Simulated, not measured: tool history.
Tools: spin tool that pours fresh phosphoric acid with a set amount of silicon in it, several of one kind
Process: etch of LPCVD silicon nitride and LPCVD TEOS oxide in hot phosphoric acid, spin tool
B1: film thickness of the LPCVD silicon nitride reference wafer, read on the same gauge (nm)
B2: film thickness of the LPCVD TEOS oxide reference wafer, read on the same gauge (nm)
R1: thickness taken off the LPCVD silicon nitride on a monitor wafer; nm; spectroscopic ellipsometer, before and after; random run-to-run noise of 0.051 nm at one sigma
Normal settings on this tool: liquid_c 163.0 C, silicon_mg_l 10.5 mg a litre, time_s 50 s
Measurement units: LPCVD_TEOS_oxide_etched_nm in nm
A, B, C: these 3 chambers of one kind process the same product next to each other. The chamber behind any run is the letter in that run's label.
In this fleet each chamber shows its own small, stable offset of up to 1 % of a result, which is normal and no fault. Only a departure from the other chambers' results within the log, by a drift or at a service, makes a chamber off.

Run 1A, hour 4.2: usual settings; B1 70.019; B2 50.014. Result: R1 5.3027 nm, LPCVD_TEOS_oxide_etched_nm 0.24848 nm.
Run 2B, hour 10.0: usual settings; B1 69.994; B2 49.997. Result: R1 5.3782 nm, LPCVD_TEOS_oxide_etched_nm 0.29152 nm.
Run 3C, hour 15.1: usual settings; B1 70.022; B2 50.014. Result: R1 5.2233 nm, LPCVD_TEOS_oxide_etched_nm 0.28194 nm.
Run 4B, hour 20.1: usual settings; B1 69.994; B2 50.014. Result: R1 5.3208 nm, LPCVD_TEOS_oxide_etched_nm 0.25254 nm.
Run 5C, hour 25.6: usual settings; B1 69.990; B2 49.984. Result: R1 5.3589 nm, LPCVD_TEOS_oxide_etched_nm 0.25871 nm.
Run 6A, hour 30.3: usual settings; B1 69.996; B2 50.012. Result: R1 5.3446 nm, LPCVD_TEOS_oxide_etched_nm 0.24071 nm.
Run 7C, hour 34.2: usual settings; B1 69.980; B2 50.028. Result: R1 5.2724 nm, LPCVD_TEOS_oxide_etched_nm 0.20009 nm.
Run 8A, hour 38.5: usual settings; B1 69.984; B2 50.004. Result: R1 5.3930 nm, LPCVD_TEOS_oxide_etched_nm 0.21061 nm.
Run 9B, hour 42.3: usual settings; B1 69.988; B2 49.976. Result: R1 5.3031 nm, LPCVD_TEOS_oxide_etched_nm 0.23221 nm.
Run 10B, hour 49.7: usual settings; B1 69.986; B2 50.030. Result: R1 5.3041 nm, LPCVD_TEOS_oxide_etched_nm 0.32681 nm.
Run 11A, hour 55.3: usual settings; B1 70.016; B2 50.023. Result: R1 5.1699 nm, LPCVD_TEOS_oxide_etched_nm 0.24198 nm.
Run 12C, hour 58.8: usual settings; B1 70.010; B2 50.027. Result: R1 5.2737 nm, LPCVD_TEOS_oxide_etched_nm 0.25678 nm.
Run 13C, hour 65.1: usual settings; B1 70.005; B2 50.008. Result: R1 5.3094 nm, LPCVD_TEOS_oxide_etched_nm 0.24428 nm.
Run 14A, hour 72.3: usual settings but time_s 60 s; B1 70.007; B2 50.014. Result: R1 6.3550 nm, LPCVD_TEOS_oxide_etched_nm 0.34623 nm.
Run 15B, hour 77.3: usual settings but time_s 60 s; B1 70.013; B2 50.022. Result: R1 6.3863 nm, LPCVD_TEOS_oxide_etched_nm 0.32921 nm.
Run 16B, hour 83.5: usual settings but time_s 60 s; B1 70.007; B2 49.990. Result: R1 6.2851 nm, LPCVD_TEOS_oxide_etched_nm 0.34356 nm.
Run 17A, hour 87.7: usual settings; B1 69.991; B2 49.992. Result: R1 5.2855 nm, LPCVD_TEOS_oxide_etched_nm 0.25037 nm.
Run 18C, hour 93.8: usual settings; B1 70.009; B2 50.005. Result: R1 5.2559 nm, LPCVD_TEOS_oxide_etched_nm 0.21736 nm.
Run 19C, hour 99.8: usual settings; B1 69.976; B2 50.008. Result: R1 5.2177 nm, LPCVD_TEOS_oxide_etched_nm 0.25661 nm.
Run 20B, hour 106.1: usual settings but time_s 65 s; B1 70.013; B2 50.014. Result: R1 6.7902 nm, LPCVD_TEOS_oxide_etched_nm 0.33839 nm.
Run 21A, hour 112.5: usual settings but time_s 65 s; B1 69.984; B2 49.976. Result: R1 6.7923 nm, LPCVD_TEOS_oxide_etched_nm 0.35025 nm.
Run 22B, hour 117.5: usual settings but time_s 65 s; B1 69.988; B2 50.009. Result: R1 6.8596 nm, LPCVD_TEOS_oxide_etched_nm 0.39168 nm.
Run 23C, hour 122.6: usual settings but liquid_c 161.5 C, time_s 60 s; B1 70.009; B2 49.956. Result: R1 5.9543 nm, LPCVD_TEOS_oxide_etched_nm 0.25447 nm.
Run 24A, hour 128.8: usual settings but liquid_c 161.5 C, time_s 60 s; B1 70.003; B2 50.009. Result: R1 5.9451 nm, LPCVD_TEOS_oxide_etched_nm 0.27155 nm.
Run 25C, hour 133.8: usual settings but liquid_c 161.5 C, time_s 60 s; B1 69.991; B2 49.987. Result: R1 6.0812 nm, LPCVD_TEOS_oxide_etched_nm 0.29874 nm.
Run 26B, hour 138.1: usual settings but liquid_c 166.0 C, time_s 80 s; B1 69.987; B2 50.015. Result: R1 9.3316 nm, LPCVD_TEOS_oxide_etched_nm 0.54484 nm.
Run 27A, hour 144.5: usual settings but liquid_c 166.0 C, time_s 80 s; B1 69.996; B2 49.951. Result: R1 9.3245 nm, LPCVD_TEOS_oxide_etched_nm 0.58938 nm.
Run 28C, hour 149.4: usual settings but liquid_c 166.0 C, time_s 80 s; B1 69.984; B2 50.009. Result: R1 9.2614 nm, LPCVD_TEOS_oxide_etched_nm 0.49980 nm.
Run 29A, hour 153.9: usual settings; B1 70.016; B2 50.002. Result: R1 5.2365 nm, LPCVD_TEOS_oxide_etched_nm 0.21211 nm.

Decide between three cases: one chamber stands off from its peers, the gauge reading all wafers drifts, or nothing is wrong past each chamber's small offset. Where a chamber is off, say which and what most likely put it there.

No chamber is off and the gauge is stable; the differences are just each chamber's small, constant offset.
